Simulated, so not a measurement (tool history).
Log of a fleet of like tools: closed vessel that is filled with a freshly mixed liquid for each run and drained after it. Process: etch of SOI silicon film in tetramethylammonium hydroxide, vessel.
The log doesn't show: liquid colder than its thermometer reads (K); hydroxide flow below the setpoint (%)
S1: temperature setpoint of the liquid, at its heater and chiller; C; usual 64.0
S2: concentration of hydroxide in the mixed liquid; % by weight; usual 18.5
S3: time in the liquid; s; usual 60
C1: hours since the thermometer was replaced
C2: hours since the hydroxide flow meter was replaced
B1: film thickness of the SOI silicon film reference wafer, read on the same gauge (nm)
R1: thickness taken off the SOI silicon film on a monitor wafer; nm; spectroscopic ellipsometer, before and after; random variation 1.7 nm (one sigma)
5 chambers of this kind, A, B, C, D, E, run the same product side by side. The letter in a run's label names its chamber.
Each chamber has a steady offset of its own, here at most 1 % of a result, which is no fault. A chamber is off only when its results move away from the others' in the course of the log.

run,hour,S1,S2,S3,C1,C2,B1,R1
1E,5.5,64.0,18.5,60,2263.4,445.8,30.049,249.14
2C,9.9,64.0,18.5,60,2300.5,553.6,29.996,252.65
3B,14.8,64.0,18.5,60,2227.1,503.6,30.023,250.06
4D,18.5,64.0,18.5,60,550.7,421.7,29.984,248.82
5A,23.1,64.0,18.5,60,1494.1,944.6,30.027,248.45
6C,28.5,64.0,18.5,60,2319.1,572.2,30.007,250.69
7D,35.2,64.0,18.5,60,567.4,438.4,29.992,249.66
8A,41.4,64.0,18.5,60,1512.4,962.9,29.994,250.14
9B,49.7,64.0,18.5,60,2262.0,538.5,30.021,249.14
10E,54.9,64.0,18.5,60,2312.8,495.2,29.984,250.45
11C,62.5,64.0,18.5,60,2353.1,606.2,30.001,250.69
12A,69.3,64.0,18.5,60,1540.3,990.8,30.024,249.36
13D,73.2,64.0,18.5,60,605.4,476.4,29.979,249.35
14B,77.9,71.0,18.5,60,2290.2,566.7,29.990,380.82
# hour 79.5: chamber C: thermometer replaced
15E,85.6,71.0,18.5,60,2343.5,525.9,30.010,386.03
16E,93.1,71.0,18.5,60,2351.0,533.4,29.995,387.47
17D,99.7,71.0,18.5,60,631.9,502.9,29.998,379.44
18A,103.7,71.0,18.5,60,1574.7,1025.2,30.013,376.43
19B,108.0,64.0,18.5,60,2320.3,596.8,29.988,248.94
20C,111.8,64.0,18.5,60,32.4,655.5,29.991,253.05
21D,116.5,64.0,18.5,60,648.7,519.7,29.971,250.21
22A,120.3,64.0,18.5,60,1591.3,1041.8,30.002,251.27
23B,128.4,64.0,18.5,60,2340.7,617.2,30.014,250.30
24C,135.0,64.0,18.5,60,55.6,678.7,29.998,250.45
25E,141.1,64.0,18.5,50,2399.0,581.4,29.986,214.57
26A,146.8,64.0,18.5,50,1617.8,1068.3,29.962,209.30
27D,155.2,64.0,18.5,50,687.4,558.4,30.008,208.55
28B,160.7,64.0,18.5,50,2373.0,649.5,30.010,208.13
29C,167.1,64.0,18.5,50,87.7,710.8,29.980,208.73
30E,175.2,64.0,18.5,60,2433.1,615.5,29.976,258.70
31C,180.5,64.0,18.5,60,101.1,724.2,30.002,248.13
32D,185.1,64.0,18.5,60,717.3,588.3,29.995,250.85
33A,189.7,64.0,18.5,60,1660.7,1111.2,29.992,250.41
34B,197.3,61.5,22.5,60,2409.6,686.1,29.987,196.32
35E,202.4,61.5,22.5,60,2460.3,642.7,29.977,207.43
36E,208.1,61.5,22.5,60,2466.0,648.4,29.995,207.28

Is one chamber off against the others, does the gauge drift, or is nothing wrong? If a chamber is off, say which, and what the likeliest cause is.

Chamber E drifts away from the others.
Cause: hydroxide flow below the setpoint (%) = 11.4.
The log may not tell that from: liquid hotter than its thermometer reads (K).

Here are 4 candidates for chamber E's next run, each the usual settings with a change, their results left as question marks. Which one brings its results back in line with what the others give on the usual settings?
In line means no further than this from the other chambers' mean on the usual settings: R1 5.80 nm
37E-1,214.1,64.0,18.5,65,,,,?
37E-2,214.1,64.0,16.5,60,,,,?
37E-3,214.1,64.0,23.0,60,,,,?
37E-4,214.1,64.0,20.5,60,,,,?

The other chambers' mean on the usual settings: R1 250.27 nm
run,R1
37E-1,282.99
37E-2,272.97
37E-3,238.65
37E-4,251.18
37E-4 brings the chamber back in line.
